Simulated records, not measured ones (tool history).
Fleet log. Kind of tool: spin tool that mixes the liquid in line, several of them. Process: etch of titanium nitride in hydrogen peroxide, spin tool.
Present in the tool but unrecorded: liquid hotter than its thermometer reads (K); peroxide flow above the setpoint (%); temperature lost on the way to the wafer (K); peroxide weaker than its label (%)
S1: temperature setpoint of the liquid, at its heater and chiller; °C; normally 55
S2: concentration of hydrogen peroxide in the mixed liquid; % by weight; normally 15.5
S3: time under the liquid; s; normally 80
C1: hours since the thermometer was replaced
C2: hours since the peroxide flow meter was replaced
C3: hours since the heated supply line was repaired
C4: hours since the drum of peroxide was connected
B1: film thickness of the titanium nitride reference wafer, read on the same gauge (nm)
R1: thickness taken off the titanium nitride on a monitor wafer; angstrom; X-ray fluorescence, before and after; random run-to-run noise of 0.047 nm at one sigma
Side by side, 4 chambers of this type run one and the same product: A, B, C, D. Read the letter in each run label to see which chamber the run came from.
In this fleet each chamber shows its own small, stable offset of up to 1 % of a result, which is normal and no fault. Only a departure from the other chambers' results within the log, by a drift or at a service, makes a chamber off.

Run 1D, day 0.429: usual settings; C1 704.6; C2 225.6; C3 2080.9; C4 732.3; B1 39.996. Result: R1 51.845 angstrom.
Run 2B, day 0.712: usual settings; C1 791.2; C2 535.2; C3 752.8; C4 348.9; B1 40.011. Result: R1 50.773 angstrom.
At day 0.875: chamber C: new drum of peroxide connected.
At day 1.067: chamber B: thermometer replaced.
Run 3A, day 1.129: usual settings; C1 796.9; C2 1632.0; C3 737.4; C4 221.2; B1 40.011. Result: R1 51.500 angstrom.
Run 4C, day 1.492: usual settings; C1 1887.3; C2 93.7; C3 400.5; C4 14.8; B1 39.968. Result: R1 50.749 angstrom.
Run 5B, day 1.804: usual settings but S2 12.0 % by weight, S3 50 s; C1 17.8; C2 561.4; C3 779.0; C4 375.1; B1 39.988. Result: R1 29.548 angstrom.
Run 6C, day 2.050: usual settings but S2 12.0 % by weight, S3 50 s; C1 1900.7; C2 107.1; C3 413.9; C4 28.2; B1 40.004. Result: R1 30.837 angstrom.
Run 7D, day 2.446: usual settings but S2 12.0 % by weight, S3 50 s; C1 753.0; C2 274.0; C3 2129.3; C4 780.7; B1 40.016. Result: R1 30.776 angstrom.
Run 8A, day 2.717: usual settings but S2 12.0 % by weight, S3 50 s; C1 835.0; C2 1670.1; C3 775.5; C4 259.3; B1 40.004. Result: R1 30.351 angstrom.
At day 3.021: chamber B: new drum of peroxide connected.
Run 9D, day 3.133: usual settings; C1 769.5; C2 290.5; C3 2145.8; C4 797.2; B1 40.004. Result: R1 51.936 angstrom.
Run 10A, day 3.404: usual settings; C1 851.5; C2 1686.6; C3 792.0; C4 275.8; B1 40.047. Result: R1 52.239 angstrom.
Run 11B, day 3.858: usual settings; C1 67.1; C2 610.7; C3 828.3; C4 20.1; B1 40.010. Result: R1 51.201 angstrom.
At day 4.271: chamber B: peroxide flow meter replaced.
Run 12C, day 4.308: usual settings; C1 1954.9; C2 161.3; C3 468.1; C4 82.4; B1 40.008. Result: R1 51.247 angstrom.
Run 13B, day 4.758: usual settings; C1 88.7; C2 11.8; C3 849.9; C4 41.7; B1 40.010. Result: R1 50.701 angstrom.
Run 14C, day 5.129: usual settings; C1 1974.6; C2 181.0; C3 487.8; C4 102.1; B1 39.990. Result: R1 51.301 angstrom.
Run 15A, day 5.600: usual settings; C1 904.2; C2 1739.3; C3 844.7; C4 328.5; B1 39.950. Result: R1 52.566 angstrom.
Run 16D, day 5.862: usual settings; C1 835.0; C2 356.0; C3 2211.3; C4 862.7; B1 39.983. Result: R1 52.043 angstrom.
Run 17C, day 6.346: usual settings; C1 2003.8; C2 210.2; C3 517.0; C4 131.3; B1 40.001. Result: R1 51.789 angstrom.
Run 18D, day 6.821: usual settings; C1 858.0; C2 379.0; C3 2234.3; C4 885.7; B1 40.014. Result: R1 51.321 angstrom.
Run 19A, day 7.108: usual settings; C1 940.4; C2 1775.5; C3 880.9; C4 364.7; B1 39.998. Result: R1 54.236 angstrom.
Run 20B, day 7.333: usual settings but S2 13.0 % by weight; C1 150.5; C2 73.6; C3 911.7; C4 103.5; B1 39.973. Result: R1 48.359 angstrom.
Run 21A, day 7.771: usual settings but S2 13.0 % by weight; C1 956.3; C2 1791.4; C3 896.8; C4 380.6; B1 39.990. Result: R1 51.720 angstrom.
Run 22B, day 8.004: usual settings but S2 13.0 % by weight; C1 166.6; C2 89.7; C3 927.8; C4 119.6; B1 39.994. Result: R1 48.823 angstrom.
Run 23C, day 8.446: usual settings but S2 13.0 % by weight; C1 2054.2; C2 260.6; C3 567.4; C4 181.7; B1 39.975. Result: R1 49.367 angstrom.
Run 24D, day 8.804: usual settings; C1 905.6; C2 426.6; C3 2281.9; C4 933.3; B1 40.017. Result: R1 51.043 angstrom.
Run 25A, day 9.267: usual settings; C1 992.2; C2 1827.3; C3 932.7; C4 416.5; B1 39.992. Result: R1 54.199 angstrom.
Run 26B, day 9.738: usual settings; C1 208.2; C2 131.3; C3 969.4; C4 161.2; B1 40.015. Result: R1 51.055 angstrom.
At day 9.921: chamber A: peroxide flow meter replaced.
Run 27C, day 10.175: usual settings; C1 2095.7; C2 302.1; C3 608.9; C4 223.2; B1 40.009. Result: R1 51.166 angstrom.
Run 28D, day 10.583: usual settings; C1 948.3; C2 469.3; C3 2324.6; C4 976.0; B1 39.996. Result: R1 51.176 angstrom.
At day 10.762: chamber A: new drum of peroxide connected.
Run 29C, day 10.967: usual settings; C1 2114.7; C2 321.1; C3 627.9; C4 242.2; B1 40.037. Result: R1 51.521 angstrom.
Run 30A, day 11.179: usual settings but S2 17.0 % by weight; C1 1038.1; C2 30.2; C3 978.6; C4 10.0; B1 39.990. Result: R1 56.529 angstrom.
Run 31B, day 11.529: usual settings but S2 17.0 % by weight; C1 251.2; C2 174.3; C3 1012.4; C4 204.2; B1 40.027. Result: R1 53.102 angstrom.
Run 32D, day 11.867: usual settings but S2 17.0 % by weight; C1 979.1; C2 500.1; C3 2355.4; C4 1006.8; B1 40.004. Result: R1 52.033 angstrom.
Run 33A, day 12.325: usual settings but S2 17.0 % by weight; C1 1065.6; C2 57.7; C3 1006.1; C4 37.5; B1 40.018. Result: R1 55.329 angstrom.

All chambers now run identical settings, listed one chamber a line with results as question marks. What results will each chamber show?
Run 34A, day 12.671: usual settings. Result: R1 ?.
Run 34B, day 12.671: usual settings. Result: R1 ?.
Run 34C, day 12.671: usual settings. Result: R1 ?.
Run 34D, day 12.671: usual settings. Result: R1 ?.

run      R1
34A  55.779
34B  50.625
34C  50.704
34D  51.666
